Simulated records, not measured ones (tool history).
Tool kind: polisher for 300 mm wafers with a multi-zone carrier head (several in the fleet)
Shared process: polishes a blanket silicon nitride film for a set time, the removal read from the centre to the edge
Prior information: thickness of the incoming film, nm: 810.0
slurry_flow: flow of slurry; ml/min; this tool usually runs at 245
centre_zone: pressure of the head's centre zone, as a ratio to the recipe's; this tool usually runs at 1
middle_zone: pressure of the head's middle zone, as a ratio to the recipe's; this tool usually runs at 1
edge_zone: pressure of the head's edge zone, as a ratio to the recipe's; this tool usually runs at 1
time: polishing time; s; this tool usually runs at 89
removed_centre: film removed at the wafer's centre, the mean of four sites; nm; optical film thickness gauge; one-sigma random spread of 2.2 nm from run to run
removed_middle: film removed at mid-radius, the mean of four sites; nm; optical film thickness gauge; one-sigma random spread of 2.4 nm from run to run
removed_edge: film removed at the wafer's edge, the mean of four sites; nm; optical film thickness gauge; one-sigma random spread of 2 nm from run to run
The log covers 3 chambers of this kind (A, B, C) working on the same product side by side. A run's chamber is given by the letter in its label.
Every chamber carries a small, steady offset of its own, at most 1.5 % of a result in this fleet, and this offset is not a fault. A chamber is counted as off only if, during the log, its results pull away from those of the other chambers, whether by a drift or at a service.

run,hour,slurry_flow,centre_zone,middle_zone,edge_zone,time,wafers polished on this pad,hours since the slurry nozzle was cleaned,hours since the centre zone pressure was calibrated,hours since the edge zone pressure was calibrated,removed_centre,removed_middle,removed_edge
1A,9.9,245,1,1,1,89,599,259.3,553.7,599.6,221.64,223.49,222.78
2C,17.9,245,1,1,1,89,297,152.7,307.4,999.4,223.41,223.2,222.85
3B,23.1,245,1,1,1,89,857,31,156.3,939.1,226.22,222.15,222.84
4C,30.5,245,1,1,1,89,386,165.3,320,1012,222.39,223,223.06
5A,38.8,245,1,1,1,89,803,288.2,582.6,628.5,222,226.8,222.76
6B,46.4,245,1,1,1,89,1021,54.3,179.6,962.4,226.86,221.43,225.15
7A,52.9,245,1,1,1,89,902,302.3,596.7,642.6,220.49,225.27,223.05
8B,58.4,245,1,1,1,89,1106,66.3,191.6,974.4,222.83,222.66,224.07
9C,64.4,245,1,1.09,1,89,625,199.2,353.9,1045.9,222.07,245.87,221.3
10A,70.5,245,1,1.09,1,89,1026,319.9,614.3,660.2,224.18,243.95,223.81
11C,79.3,245,1,1.09,1,89,731,214.1,368.8,1060.8,222.55,244.59,222.45
12B,87.9,245,1,1,1,89,1314,95.8,221.1,1003.9,224.04,226.01,219.47
13A,97.5,245,1,1,1,89,1217,346.9,641.3,687.2,224.83,225.8,222.19
14B,105.8,245,1,1,1,89,1441,113.7,239,1021.8,224.36,217.52,226.14
# hour 107.8: chamber B: worn pad replaced by a new one
15C,113.1,245,1,1,0.89,78,969,247.9,402.6,1094.6,195.18,194.22,182.75
16C,119.2,245,1,1,0.89,78,1012,254,408.7,1100.7,190.08,194.08,187.62
17A,124,245,1,1,0.89,78,1404,373.4,667.8,713.7,195.93,195.33,185.15
18B,128.8,245,1,0.95,1,89,148,136.7,262,1044.8,220.21,213.36,221.71
19C,134.7,245,1,0.95,1,89,1122,269.5,424.2,1116.2,219.77,214.84,222.34
# hour 134.8: chamber A: worn pad replaced by a new one
20B,141.6,245,1,0.95,1,89,239,149.5,274.8,1057.6,224.05,210.57,226.05
21A,147.9,180,1,1,1,102,92,397.3,691.7,737.6,244.33,243.03,249.9
22A,153.6,180,1,1,1,102,133,403,697.4,743.3,244.24,246.31,245.13
23C,163.5,180,1,1,1,102,1325,298.3,453,1145,243.59,246.56,246.48
24B,172.1,245,1,1,1,89,454,180,305.3,1088.1,225.02,223.58,222.94
# hour 175.8: chamber C: worn pad replaced by a new one
25B,179.2,245,1,1,1,89,504,187.1,312.4,1095.2,225.16,223.85,218.97
26C,185.6,245,1,1,1,89,69,320.4,475.1,1167.1,221.77,221.2,220.41
27A,192.3,245,1,1,1,89,406,441.7,736.1,782,220.65,225.21,221.82
28B,198.8,245,1,1,1,89,643,206.7,332,1114.8,225.66,222.18,226.53
29C,206.6,245,1,1,1,89,218,341.4,496.1,1188.1,223.64,224.13,222.38
30A,211.7,245,1,1,1,89,543,461.1,755.5,801.4,220.96,226.42,224.36
31B,219,245,1,1,1,89,785,226.9,352.2,1135,219.97,226.28,222.55
32C,224.4,245,1,1,1,89,343,359.2,513.9,1205.9,221.57,227.08,222.98
33A,234.2,245,1,1,1,89,702,483.6,778,823.9,223.94,226.88,225.51
34A,243.7,200,1,1.11,1,89,769,493.1,787.5,833.4,217.38,242.95,218.56
35C,251.9,200,1,1.11,1,89,538,386.7,541.4,1233.4,213.8,240.45,218.49
36B,257.6,200,1,1.11,1,89,1058,265.5,390.8,1173.6,216.45,237.46,219.8
37A,266.6,245,1,1,1,89,931,516,810.4,856.3,225.37,224.78,224.32
# hour 266.8: chamber C: slurry nozzle cleaned
38B,270.9,245,1,1,1,89,1152,278.8,404.1,1186.9,224.35,220.74,225.17
39C,279.2,245,1,1,1,89,730,12.5,568.7,1260.7,223.88,228.31,222.97
# hour 288.7: chamber B: worn pad replaced by a new one
40A,289,245,1,1,1,89,1089,538.4,832.8,878.7,229.21,227.44,220.42
# hour 290.6: chamber A: slurry nozzle cleaned
41B,294.6,245,1,1,1,89,42,302.5,427.8,1210.6,226.08,220.74,223.37
42C,302.6,245,1,1,1,89,896,35.9,592.1,1284.1,225.07,224.61,225.66
43A,309.7,245,1,1,1,89,1235,19.2,853.5,899.4,223.41,220.6,222.68
44C,314.1,245,1,1,1,89,977,47.4,603.6,1295.6,223.54,228.94,223.91

All chambers now run identical settings, listed one chamber a line with results as question marks. What results will each chamber show?
45A,321.3,245,1,1,1,103,,,,,?,?,?
45B,321.3,245,1,1,1,103,,,,,?,?,?
45C,321.3,245,1,1,1,103,,,,,?,?,?

run,removed_centre,removed_middle,removed_edge
45A,260.35,261.67,255.85
45B,260.31,258.32,257.49
45C,255.2,259.83,257.38
